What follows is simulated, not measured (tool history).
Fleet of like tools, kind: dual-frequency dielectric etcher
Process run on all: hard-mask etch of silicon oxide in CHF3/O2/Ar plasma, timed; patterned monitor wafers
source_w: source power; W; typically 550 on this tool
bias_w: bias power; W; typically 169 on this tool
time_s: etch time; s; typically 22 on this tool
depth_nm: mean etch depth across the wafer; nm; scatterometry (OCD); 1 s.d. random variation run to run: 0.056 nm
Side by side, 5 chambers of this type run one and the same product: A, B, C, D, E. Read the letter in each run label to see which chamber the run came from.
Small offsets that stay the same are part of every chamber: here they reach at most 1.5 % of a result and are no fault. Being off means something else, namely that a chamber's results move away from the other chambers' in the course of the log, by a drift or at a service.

run	day	source_w	bias_w	time_s	hours since the last wet clean	hours since the last source power generator calibration	hours since the last bias power generator calibration	read-back reference wafer on the same gauge, depth_nm	depth_nm
1C	0.092	550	169	22	204.9	1719	918.7	47.207	41.367
2A	0.262	550	169	22	239.4	1197.1	2466.3	47.211	41.14
3E	0.412	550	169	22	146.4	774.5	1235.5	47.222	41.671
4B	0.571	550	169	22	415.4	1164.5	1944.4	47.225	41.351
5D	0.654	550	169	22	133.7	2887.3	1526.1	47.223	40.96
6B	0.788	550	169	22	420.6	1169.7	1949.6	47.221	41.296
7C	0.879	550	169	22	223.8	1737.9	937.6	47.244	41.468
8E	1.067	550	169	22	162.1	790.2	1251.2	47.239	41.651
9A	1.158	550	169	22	260.9	1218.6	2487.8	47.246	41.213
10D	1.333	550	169	22	150	2903.6	1542.4	47.265	40.991
# day 1.338: chamber B: wet clean of the chamber
11E	1.512	550	169	22	172.8	800.9	1261.9	47.26	41.771
12D	1.633	550	169	22	157.2	2910.8	1549.6	47.282	41.083
13A	1.779	500	169	22	275.8	1233.5	2502.7	47.276	39.737
14C	1.946	500	169	22	249.4	1763.5	963.2	47.274	39.961
15B	2.117	500	169	22	18.8	1201.6	1981.5	47.286	39.787
16D	2.25	500	169	22	172	2925.6	1564.4	47.298	39.603
17E	2.383	500	169	22	193.7	821.8	1282.8	47.305	40.234
18A	2.525	550	169	22	293.7	1251.4	2520.6	47.285	41.196
19C	2.712	550	169	22	267.8	1781.9	981.6	47.3	41.491
20B	2.854	550	169	22	36.5	1219.3	1999.2	47.309	41.412
21D	3	550	169	22	190	2943.6	1582.4	47.319	40.975
22A	3.167	550	169	22	309.1	1266.8	2536	47.329	41.205
23E	3.317	550	169	25.5	216.1	844.2	1305.2	47.328	48.357
24C	3.454	550	169	25.5	285.6	1799.7	999.4	47.334	48.135
25B	3.6	550	169	25.5	54.4	1237.2	2017.1	47.355	48.062
26A	3.779	550	169	25.5	323.8	1281.5	2550.7	47.345	47.858
27C	3.867	550	169	25.5	295.5	1809.6	1009.3	47.359	48.243
28B	3.971	550	169	22	63.3	1246.1	2026	47.36	41.392
29E	4.125	550	169	22	235.5	863.6	1324.6	47.371	41.942
30D	4.308	550	169	22	221.4	2975	1613.8	47.373	41.12
31B	4.496	550	169	22	75.9	1258.7	2038.6	47.382	41.549
32C	4.671	470	169	27	314.8	1828.9	1028.6	47.384	48.05
33D	4.817	470	169	27	233.6	2987.2	1626	47.401	47.507
34A	4.908	470	169	27	350.9	1308.6	2577.8	47.401	47.734
35E	5.042	470	169	27	257.5	885.6	1346.6	47.403	48.331
36C	5.196	470	169	27	327.4	1841.5	1041.2	47.398	48.069
37D	5.308	550	169	22	245.4	2999	1637.8	47.407	41.056
38A	5.479	550	169	22	364.6	1322.3	2591.5	47.434	41.262
39B	5.621	550	169	22	102.9	1285.7	2065.6	47.414	41.487
# day 5.633: chamber E: bias power generator calibrated
40E	5.796	550	169	22	275.6	903.7	4	47.444	41.817
41D	5.938	550	169	22	260.5	3014.1	1652.9	47.445	41.174
42E	6.038	550	169	22	281.4	909.5	9.8	47.444	41.74
43B	6.188	550	169	22	116.5	1299.3	2079.2	47.433	41.606
44A	6.325	550	169	22	384.9	1342.6	2611.8	47.465	41.299

What goes on in this fleet: one chamber off, a drifting gauge, or nothing beyond the chambers' own small offsets? Name the chamber and the cause, if any.

The shared gauge is drifting. All chambers look as if they move in step, but none is off.
Likeliest cause: gauge reads high (%) = 0.558.
